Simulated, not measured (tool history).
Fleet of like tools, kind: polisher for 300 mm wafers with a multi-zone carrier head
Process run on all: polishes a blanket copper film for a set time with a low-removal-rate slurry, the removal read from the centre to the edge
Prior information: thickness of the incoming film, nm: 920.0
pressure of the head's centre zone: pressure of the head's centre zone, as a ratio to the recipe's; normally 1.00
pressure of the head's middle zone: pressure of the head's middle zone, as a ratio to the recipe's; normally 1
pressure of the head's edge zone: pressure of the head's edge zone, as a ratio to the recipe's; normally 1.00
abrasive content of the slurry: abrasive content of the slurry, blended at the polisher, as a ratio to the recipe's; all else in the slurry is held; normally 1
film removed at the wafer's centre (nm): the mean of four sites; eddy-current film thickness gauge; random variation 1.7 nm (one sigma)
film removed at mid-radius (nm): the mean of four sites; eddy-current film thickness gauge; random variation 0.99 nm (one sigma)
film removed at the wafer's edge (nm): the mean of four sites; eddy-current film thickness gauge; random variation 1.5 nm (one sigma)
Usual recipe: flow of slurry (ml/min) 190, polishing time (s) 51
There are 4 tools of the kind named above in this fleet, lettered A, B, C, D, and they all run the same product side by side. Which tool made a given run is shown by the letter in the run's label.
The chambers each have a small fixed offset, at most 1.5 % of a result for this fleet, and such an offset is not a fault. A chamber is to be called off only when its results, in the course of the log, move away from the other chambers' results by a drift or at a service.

run,hour,flow of slurry (ml/min),pressure of the head's centre zone,pressure of the head's middle zone,pressure of the head's edge zone,abrasive content of the slurry,polishing time (s),film removed at the wafer's centre (nm),film removed at mid-radius (nm),film removed at the wafer's edge (nm)
1A,5.0,190,1.00,1,1.00,1,51,138.730,137.650,139.130
2C,9.7,190,1.00,1,1.00,1,51,134.580,135.360,139.190
3B,13.1,190,1.00,1,1.00,1,51,139.100,139.770,138.210
# hour 16.8: chamber D: worn pad replaced by a new one
4D,19.2,190,1.00,1,1.00,1,51,136.100,136.620,139.130
5A,22.6,190,1.00,1,0.89,1,51,141.480,137.140,131.040
6C,27.6,190,1.00,1,0.89,1,51,138.810,136.840,128.850
7D,32.6,190,1.00,1,0.89,1,51,135.320,137.310,131.160
# hour 36.5: chamber B: worn pad replaced by a new one
# hour 38.5: chamber C: worn pad replaced by a new one
8B,39.7,190,1.00,1,0.89,1,51,135.200,139.930,131.250
9B,44.0,190,1.00,1,1.00,1,51,137.030,139.510,139.610
10D,49.8,190,1.00,1,1.00,1,51,137.430,138.010,136.070
# hour 52.4: chamber A: slurry nozzle cleaned
11A,53.6,190,1.00,1,1.00,1,51,136.650,138.100,137.850
12C,60.0,190,1.00,1,1.00,1,63,171.870,169.160,170.900
13A,67.2,190,1.00,1,1.00,1,63,171.900,169.930,170.590
14D,70.9,190,1.00,1,1.00,1,63,161.980,167.530,168.550
15C,77.6,190,1.00,1,1.00,1,63,172.140,168.360,170.850
16B,83.5,190,1.00,1,1.00,1,51,136.130,138.380,138.910
17C,90.9,190,1.00,1,1.00,1,51,140.280,136.960,137.660
# hour 95.3: chamber A: worn pad replaced by a new one
18B,97.6,190,1.00,1,1.00,1,51,139.900,138.070,136.210
19A,104.4,190,1.00,1,1.00,1,51,140.050,138.770,138.230
# hour 106.3: chamber D: worn pad replaced by a new one
20D,108.4,230,1.00,1,1.00,1,58,156.920,155.780,159.790
21A,113.3,230,1.00,1,1.00,1,58,160.970,160.830,160.420
22C,118.6,230,1.00,1,1.00,1,58,162.090,158.450,157.240
# hour 122.6: chamber C: worn pad replaced by a new one
23B,122.6,230,1.00,1,1.00,1,58,162.460,162.260,162.430
24D,126.5,190,1.00,1,1.00,1,51,128.750,133.620,135.340
25B,133.5,190,1.00,1,1.00,1,51,139.870,136.940,138.850
26D,139.3,190,1.00,1,1.00,1,51,132.720,130.130,134.890
27C,145.8,190,1.05,1,1.00,1,51,145.430,137.200,141.350
# hour 148.5: chamber D: centre zone pressure recalibrated
28A,149.2,190,1.05,1,1.00,1,51,146.060,136.360,138.930
29C,155.9,190,1.05,1,1.00,1,51,143.900,138.200,137.840
30B,159.6,190,1.05,1,1.00,1,51,144.810,139.890,138.340
# hour 165.1: chamber B: worn pad replaced by a new one
31D,166.4,190,1.00,1,1.00,1,51,129.130,127.480,131.950
32A,173.6,190,1.11,1,1.00,1,51,151.020,137.460,138.260
33D,179.9,190,1.11,1,1.00,1,51,139.800,125.700,131.050
34A,183.4,190,1.11,1,1.00,1,51,154.780,137.300,137.670
35B,190.5,190,1.11,1,1.00,1,51,151.330,140.250,140.710
36C,194.7,190,1.00,1,1.00,1,51,138.130,135.910,139.610
37A,200.3,190,1.00,1,1.00,1,51,140.430,138.020,139.190

The same settings go to every chamber for the next run, one line per chamber below. Forecast the results for each:
38A,205.6,190,1.00,1,1.00,1,36,?,?,?
38B,205.6,190,1.00,1,1.00,1,36,?,?,?
38C,205.6,190,1.00,1,1.00,1,36,?,?,?
38D,205.6,190,1.00,1,1.00,1,36,?,?,?

run,film removed at the wafer's centre (nm),film removed at mid-radius (nm),film removed at the wafer's edge (nm)
38A,96.772,96.559,97.158
38B,95.794,98.078,99.741
38C,96.531,96.508,97.822
38D,89.018,88.199,89.458
